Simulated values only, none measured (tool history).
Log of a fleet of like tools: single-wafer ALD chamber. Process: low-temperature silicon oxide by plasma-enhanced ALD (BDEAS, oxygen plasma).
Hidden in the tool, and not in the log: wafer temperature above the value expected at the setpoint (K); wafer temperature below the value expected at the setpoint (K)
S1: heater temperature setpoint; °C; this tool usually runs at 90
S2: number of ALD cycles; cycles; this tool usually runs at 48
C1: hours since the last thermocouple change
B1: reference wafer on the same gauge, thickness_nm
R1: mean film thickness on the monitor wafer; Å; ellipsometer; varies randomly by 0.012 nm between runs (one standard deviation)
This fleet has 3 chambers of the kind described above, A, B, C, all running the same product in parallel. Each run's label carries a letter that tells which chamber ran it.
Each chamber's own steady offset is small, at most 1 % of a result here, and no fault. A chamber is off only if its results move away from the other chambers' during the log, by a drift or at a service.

run 1B hour=5.5 | S1=90 S2=48 | C1=145.6 | B1=5.8118 | R1=70.569
run 2C hour=12.4 | S1=90 S2=48 | C1=734 | B1=5.8133 | R1=70.606
run 3A hour=22.8 | S1=90 S2=48 | C1=1662.1 | B1=5.8115 | R1=70.274
run 4B hour=32.9 | S1=90 S2=48 | C1=173 | B1=5.8132 | R1=70.678
run 5A hour=38.8 | S1=90 S2=48 | C1=1678.1 | B1=5.8178 | R1=70.366
run 6C hour=43.4 | S1=90 S2=48 | C1=765 | B1=5.8172 | R1=70.947
run 7B hour=51.8 | S1=90 S2=48 | C1=191.9 | B1=5.8195 | R1=70.593
run 8C hour=58.3 | S1=90 S2=48 | C1=779.9 | B1=5.8178 | R1=70.845
run 9A hour=66.3 | S1=90 S2=48 | C1=1705.6 | B1=5.8243 | R1=70.631
run 10C hour=75.7 | S1=90 S2=48 | C1=797.3 | B1=5.8233 | R1=70.933
run 11A hour=80.3 | S1=90 S2=48 | C1=1719.6 | B1=5.8233 | R1=70.505
run 12B hour=86.8 | S1=90 S2=48 | C1=226.9 | B1=5.8248 | R1=70.76
run 13A hour=95.7 | S1=95 S2=44 | C1=1735 | B1=5.8262 | R1=63.643
run 14C hour=102.7 | S1=95 S2=44 | C1=824.3 | B1=5.8258 | R1=63.816
run 15B hour=109.7 | S1=95 S2=44 | C1=249.8 | B1=5.831 | R1=63.725
run 16B hour=117.6 | S1=90 S2=48 | C1=257.7 | B1=5.8302 | R1=70.998
run 17C hour=126.7 | S1=90 S2=48 | C1=848.3 | B1=5.8343 | R1=71.183
-- hour=128.8 chamber A: thermocouple changed; heater temperature recalibrated
run 18A hour=136.8 | S1=76 S2=54 | C1=8.1 | B1=5.8327 | R1=83.419
run 19B hour=144.1 | S1=76 S2=54 | C1=284.2 | B1=5.8334 | R1=83.775
run 20A hour=151.9 | S1=76 S2=54 | C1=23.2 | B1=5.8364 | R1=83.516
run 21C hour=159.1 | S1=76 S2=54 | C1=880.7 | B1=5.8392 | R1=83.838
run 22C hour=165 | S1=76 S2=54 | C1=886.6 | B1=5.839 | R1=83.862
run 23B hour=174.7 | S1=76 S2=54 | C1=314.8 | B1=5.8398 | R1=83.857
run 24A hour=179.7 | S1=90 S2=48 | C1=51 | B1=5.8414 | R1=70.765
run 25B hour=185 | S1=90 S2=48 | C1=325.1 | B1=5.8434 | R1=71.036
run 26A hour=190.3 | S1=90 S2=48 | C1=61.6 | B1=5.8455 | R1=70.61
run 27C hour=200 | S1=90 S2=48 | C1=921.6 | B1=5.8451 | R1=71.039
run 28C hour=205.7 | S1=90 S2=48 | C1=927.3 | B1=5.8443 | R1=71.342
run 29B hour=215.9 | S1=90 S2=48 | C1=356 | B1=5.8481 | R1=71.148
run 30A hour=223.2 | S1=90 S2=48 | C1=94.5 | B1=5.8482 | R1=70.643

All 3 chambers run these settings next. Forecast each chamber's results:
run 31A hour=230.7 | S1=90 S2=48 | R1=?
run 31B hour=230.7 | S1=90 S2=48 | R1=?
run 31C hour=230.7 | S1=90 S2=48 | R1=?

run=31A R1=70.904
run=31B R1=71.142
run=31C R1=71.309

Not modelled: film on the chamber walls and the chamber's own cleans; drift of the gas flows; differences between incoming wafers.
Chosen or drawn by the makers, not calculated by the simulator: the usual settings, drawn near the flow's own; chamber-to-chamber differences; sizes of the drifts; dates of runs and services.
